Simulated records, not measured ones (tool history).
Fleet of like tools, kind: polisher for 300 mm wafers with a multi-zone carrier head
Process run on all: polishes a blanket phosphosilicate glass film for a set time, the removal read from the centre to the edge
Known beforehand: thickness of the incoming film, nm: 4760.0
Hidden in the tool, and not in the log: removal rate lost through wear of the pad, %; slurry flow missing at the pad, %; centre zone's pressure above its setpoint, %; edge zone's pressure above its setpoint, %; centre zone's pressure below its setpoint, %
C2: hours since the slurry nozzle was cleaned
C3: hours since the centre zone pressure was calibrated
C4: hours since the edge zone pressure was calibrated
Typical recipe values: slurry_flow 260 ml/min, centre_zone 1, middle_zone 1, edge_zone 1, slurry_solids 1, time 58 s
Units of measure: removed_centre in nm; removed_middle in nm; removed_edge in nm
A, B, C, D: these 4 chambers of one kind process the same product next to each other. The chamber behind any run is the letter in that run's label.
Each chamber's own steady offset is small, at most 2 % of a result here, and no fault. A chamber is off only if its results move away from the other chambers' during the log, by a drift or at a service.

{"hour": 6.7, "done": "chamber B: worn pad replaced by a new one"}
{"hour": 6.9, "done": "chamber B: edge zone pressure recalibrated"}
{"run": "1A", "hour": 8.8, "slurry_flow": 260, "centre_zone": 1, "middle_zone": 1, "edge_zone": 1, "slurry_solids": 1, "time": 58, "wafers polished on this pad": 448, "C2": 348.3, "C3": 123.8, "C4": 157.2, "removed_centre": 646.34, "removed_middle": 635.55, "removed_edge": 630.09}
{"run": "2D", "hour": 14.1, "slurry_flow": 260, "centre_zone": 1, "middle_zone": 1, "edge_zone": 1, "slurry_solids": 1, "time": 58, "wafers polished on this pad": 743, "C2": 117.9, "C3": 324.9, "C4": 669.4, "removed_centre": 634.27, "removed_middle": 627.87, "removed_edge": 612.63}
{"run": "3C", "hour": 19.1, "slurry_flow": 260, "centre_zone": 1, "middle_zone": 1, "edge_zone": 1, "slurry_solids": 1, "time": 58, "wafers polished on this pad": 633, "C2": 328.4, "C3": 76.6, "C4": 326, "removed_centre": 631.6, "removed_middle": 624.58, "removed_edge": 624.17}
{"run": "4B", "hour": 27.2, "slurry_flow": 260, "centre_zone": 1, "middle_zone": 1, "edge_zone": 1, "slurry_solids": 1, "time": 58, "wafers polished on this pad": 187, "C2": 319.7, "C3": 679.6, "C4": 20.4, "removed_centre": 628.55, "removed_middle": 634.18, "removed_edge": 633.76}
{"run": "5B", "hour": 36.2, "slurry_flow": 260, "centre_zone": 1, "middle_zone": 1, "edge_zone": 1, "slurry_solids": 1, "time": 58, "wafers polished on this pad": 269, "C2": 328.7, "C3": 688.6, "C4": 29.4, "removed_centre": 626.35, "removed_middle": 628.4, "removed_edge": 622.27}
{"run": "6D", "hour": 43.8, "slurry_flow": 260, "centre_zone": 1, "middle_zone": 1, "edge_zone": 1.08, "slurry_solids": 1, "time": 75, "wafers polished on this pad": 1014, "C2": 147.6, "C3": 354.6, "C4": 699.1, "removed_centre": 814.17, "removed_middle": 812.34, "removed_edge": 837.83}
{"run": "7C", "hour": 48.2, "slurry_flow": 260, "centre_zone": 1, "middle_zone": 1, "edge_zone": 1.08, "slurry_solids": 1, "time": 75, "wafers polished on this pad": 899, "C2": 357.5, "C3": 105.7, "C4": 355.1, "removed_centre": 803.93, "removed_middle": 809.6, "removed_edge": 867.07}
{"run": "8A", "hour": 52.8, "slurry_flow": 260, "centre_zone": 1, "middle_zone": 1, "edge_zone": 1.08, "slurry_solids": 1, "time": 75, "wafers polished on this pad": 850, "C2": 392.3, "C3": 167.8, "C4": 201.2, "removed_centre": 826.96, "removed_middle": 815.99, "removed_edge": 859.5}
{"hour": 56.4, "done": "chamber D: worn pad replaced by a new one"}
{"run": "9C", "hour": 57.3, "slurry_flow": 260, "centre_zone": 1, "middle_zone": 1, "edge_zone": 1.08, "slurry_solids": 1, "time": 75, "wafers polished on this pad": 982, "C2": 366.6, "C3": 114.8, "C4": 364.2, "removed_centre": 802.9, "removed_middle": 815.23, "removed_edge": 838.36}
{"hour": 59.0, "done": "chamber C: worn pad replaced by a new one"}
{"hour": 59.3, "done": "chamber B: worn pad replaced by a new one"}
{"hour": 61.5, "done": "chamber A: worn pad replaced by a new one"}
{"run": "10D", "hour": 62.1, "slurry_flow": 260, "centre_zone": 1, "middle_zone": 1, "edge_zone": 1, "slurry_solids": 1, "time": 58, "wafers polished on this pad": 52, "C2": 165.9, "C3": 372.9, "C4": 717.4, "removed_centre": 625.01, "removed_middle": 626.57, "removed_edge": 621.34}
{"run": "11A", "hour": 67.7, "slurry_flow": 260, "centre_zone": 1, "middle_zone": 1, "edge_zone": 1, "slurry_solids": 1, "time": 58, "wafers polished on this pad": 57, "C2": 407.2, "C3": 182.7, "C4": 216.1, "removed_centre": 639.16, "removed_middle": 627.27, "removed_edge": 634.36}
{"run": "12B", "hour": 75.5, "slurry_flow": 340, "centre_zone": 1, "middle_zone": 1, "edge_zone": 1, "slurry_solids": 0.7, "time": 58, "wafers polished on this pad": 148, "C2": 368, "C3": 727.9, "C4": 68.7, "removed_centre": 547.8, "removed_middle": 542.6, "removed_edge": 529.58}
{"hour": 77.3, "done": "chamber B: slurry nozzle cleaned"}
{"run": "13A", "hour": 80.2, "slurry_flow": 340, "centre_zone": 1, "middle_zone": 1, "edge_zone": 1, "slurry_solids": 0.7, "time": 58, "wafers polished on this pad": 171, "C2": 419.7, "C3": 195.2, "C4": 228.6, "removed_centre": 540.89, "removed_middle": 535.03, "removed_edge": 531.22}
{"run": "14C", "hour": 86.9, "slurry_flow": 340, "centre_zone": 1, "middle_zone": 1, "edge_zone": 1, "slurry_solids": 0.7, "time": 58, "wafers polished on this pad": 254, "C2": 396.2, "C3": 144.4, "C4": 393.8, "removed_centre": 554.28, "removed_middle": 538.3, "removed_edge": 525.97}
{"run": "15D", "hour": 94.9, "slurry_flow": 340, "centre_zone": 1, "middle_zone": 1, "edge_zone": 1, "slurry_solids": 0.7, "time": 58, "wafers polished on this pad": 352, "C2": 198.7, "C3": 405.7, "C4": 750.2, "removed_centre": 547.21, "removed_middle": 539.43, "removed_edge": 530.15}
{"run": "16B", "hour": 101.1, "slurry_flow": 260, "centre_zone": 1, "middle_zone": 1, "edge_zone": 1, "slurry_solids": 1, "time": 58, "wafers polished on this pad": 382, "C2": 23.8, "C3": 753.5, "C4": 94.3, "removed_centre": 627.12, "removed_middle": 632.01, "removed_edge": 630.08}
{"hour": 102.5, "done": "chamber D: edge zone pressure recalibrated"}
{"run": "17D", "hour": 108.6, "slurry_flow": 260, "centre_zone": 1, "middle_zone": 1, "edge_zone": 1, "slurry_solids": 1, "time": 58, "wafers polished on this pad": 477, "C2": 212.4, "C3": 419.4, "C4": 6.2, "removed_centre": 609.32, "removed_middle": 628.78, "removed_edge": 627.13}
{"hour": 110.0, "done": "chamber B: worn pad replaced by a new one"}
{"run": "18B", "hour": 113.5, "slurry_flow": 260, "centre_zone": 1, "middle_zone": 1, "edge_zone": 1, "slurry_solids": 1, "time": 58, "wafers polished on this pad": 32, "C2": 36.2, "C3": 765.9, "C4": 106.7, "removed_centre": 638.42, "removed_middle": 639.51, "removed_edge": 626.69}
{"run": "19A", "hour": 121.4, "slurry_flow": 260, "centre_zone": 1, "middle_zone": 1, "edge_zone": 1, "slurry_solids": 1, "time": 58, "wafers polished on this pad": 547, "C2": 460.9, "C3": 236.4, "C4": 269.8, "removed_centre": 633.96, "removed_middle": 641.25, "removed_edge": 635.33}
{"run": "20C", "hour": 127.0, "slurry_flow": 260, "centre_zone": 1, "middle_zone": 1, "edge_zone": 1, "slurry_solids": 1, "time": 58, "wafers polished on this pad": 620, "C2": 436.3, "C3": 184.5, "C4": 433.9, "removed_centre": 643.93, "removed_middle": 624.01, "removed_edge": 631.59}
{"run": "21C", "hour": 131.2, "slurry_flow": 260, "centre_zone": 1, "middle_zone": 1, "edge_zone": 1, "slurry_solids": 1, "time": 58, "wafers polished on this pad": 659, "C2": 440.5, "C3": 188.7, "C4": 438.1, "removed_centre": 635.11, "removed_middle": 624.61, "removed_edge": 624.02}
{"run": "22D", "hour": 140.3, "slurry_flow": 260, "centre_zone": 1, "middle_zone": 1, "edge_zone": 1, "slurry_solids": 0.9, "time": 58, "wafers polished on this pad": 766, "C2": 244.1, "C3": 451.1, "C4": 37.9, "removed_centre": 598.38, "removed_middle": 597.75, "removed_edge": 589.36}
{"run": "23A", "hour": 145.8, "slurry_flow": 260, "centre_zone": 1, "middle_zone": 1, "edge_zone": 1, "slurry_solids": 0.9, "time": 58, "wafers polished on this pad": 770, "C2": 485.3, "C3": 260.8, "C4": 294.2, "removed_centre": 611.91, "removed_middle": 595.88, "removed_edge": 612.44}
{"run": "24B", "hour": 153.0, "slurry_flow": 260, "centre_zone": 1, "middle_zone": 1, "edge_zone": 1, "slurry_solids": 0.9, "time": 58, "wafers polished on this pad": 393, "C2": 75.7, "C3": 805.4, "C4": 146.2, "removed_centre": 606.17, "removed_middle": 594.94, "removed_edge": 602.36}
{"hour": 157.4, "done": "chamber A: worn pad replaced by a new one"}
{"run": "25B", "hour": 158.4, "slurry_flow": 260, "centre_zone": 1, "middle_zone": 1, "edge_zone": 1, "slurry_solids": 0.9, "time": 58, "wafers polished on this pad": 442, "C2": 81.1, "C3": 810.8, "C4": 151.6, "removed_centre": 601.94, "removed_middle": 601.57, "removed_edge": 589.08}
{"run": "26C", "hour": 166.6, "slurry_flow": 260, "centre_zone": 1, "middle_zone": 1, "edge_zone": 1, "slurry_solids": 1, "time": 58, "wafers polished on this pad": 982, "C2": 475.9, "C3": 224.1, "C4": 473.5, "removed_centre": 622.5, "removed_middle": 627.63, "removed_edge": 636.75}
{"run": "27A", "hour": 175.6, "slurry_flow": 260, "centre_zone": 1, "middle_zone": 1, "edge_zone": 1, "slurry_solids": 0.75, "time": 58, "wafers polished on this pad": 166, "C2": 515.1, "C3": 290.6, "C4": 324, "removed_centre": 539.91, "removed_middle": 544.76, "removed_edge": 537.69}
{"hour": 179.5, "done": "chamber D: worn pad replaced by a new one"}
{"run": "28D", "hour": 183.2, "slurry_flow": 260, "centre_zone": 1, "middle_zone": 1, "edge_zone": 1, "slurry_solids": 0.75, "time": 58, "wafers polished on this pad": 34, "C2": 287, "C3": 494, "C4": 80.8, "removed_centre": 550.16, "removed_middle": 537.09, "removed_edge": 539.96}

All 4 chambers run these settings next. Forecast each chamber's results:
{"run": "29A", "hour": 189.8, "slurry_flow": 260, "centre_zone": 1, "middle_zone": 1, "edge_zone": 1, "slurry_solids": 1, "time": 58, "removed_centre": "?", "removed_middle": "?", "removed_edge": "?"}
{"run": "29B", "hour": 189.8, "slurry_flow": 260, "centre_zone": 1, "middle_zone": 1, "edge_zone": 1, "slurry_solids": 1, "time": 58, "removed_centre": "?", "removed_middle": "?", "removed_edge": "?"}
{"run": "29C", "hour": 189.8, "slurry_flow": 260, "centre_zone": 1, "middle_zone": 1, "edge_zone": 1, "slurry_solids": 1, "time": 58, "removed_centre": "?", "removed_middle": "?", "removed_edge": "?"}
{"run": "29D", "hour": 189.8, "slurry_flow": 260, "centre_zone": 1, "middle_zone": 1, "edge_zone": 1, "slurry_solids": 1, "time": 58, "removed_centre": "?", "removed_middle": "?", "removed_edge": "?"}

run=29A removed_centre=641.88 removed_middle=630.96 removed_edge=638.64
run=29B removed_centre=637 removed_middle=630.78 removed_edge=631.43
run=29C removed_centre=627.44 removed_middle=630.95 removed_edge=626.04
run=29D removed_centre=633.68 removed_middle=630.09 removed_edge=629.62

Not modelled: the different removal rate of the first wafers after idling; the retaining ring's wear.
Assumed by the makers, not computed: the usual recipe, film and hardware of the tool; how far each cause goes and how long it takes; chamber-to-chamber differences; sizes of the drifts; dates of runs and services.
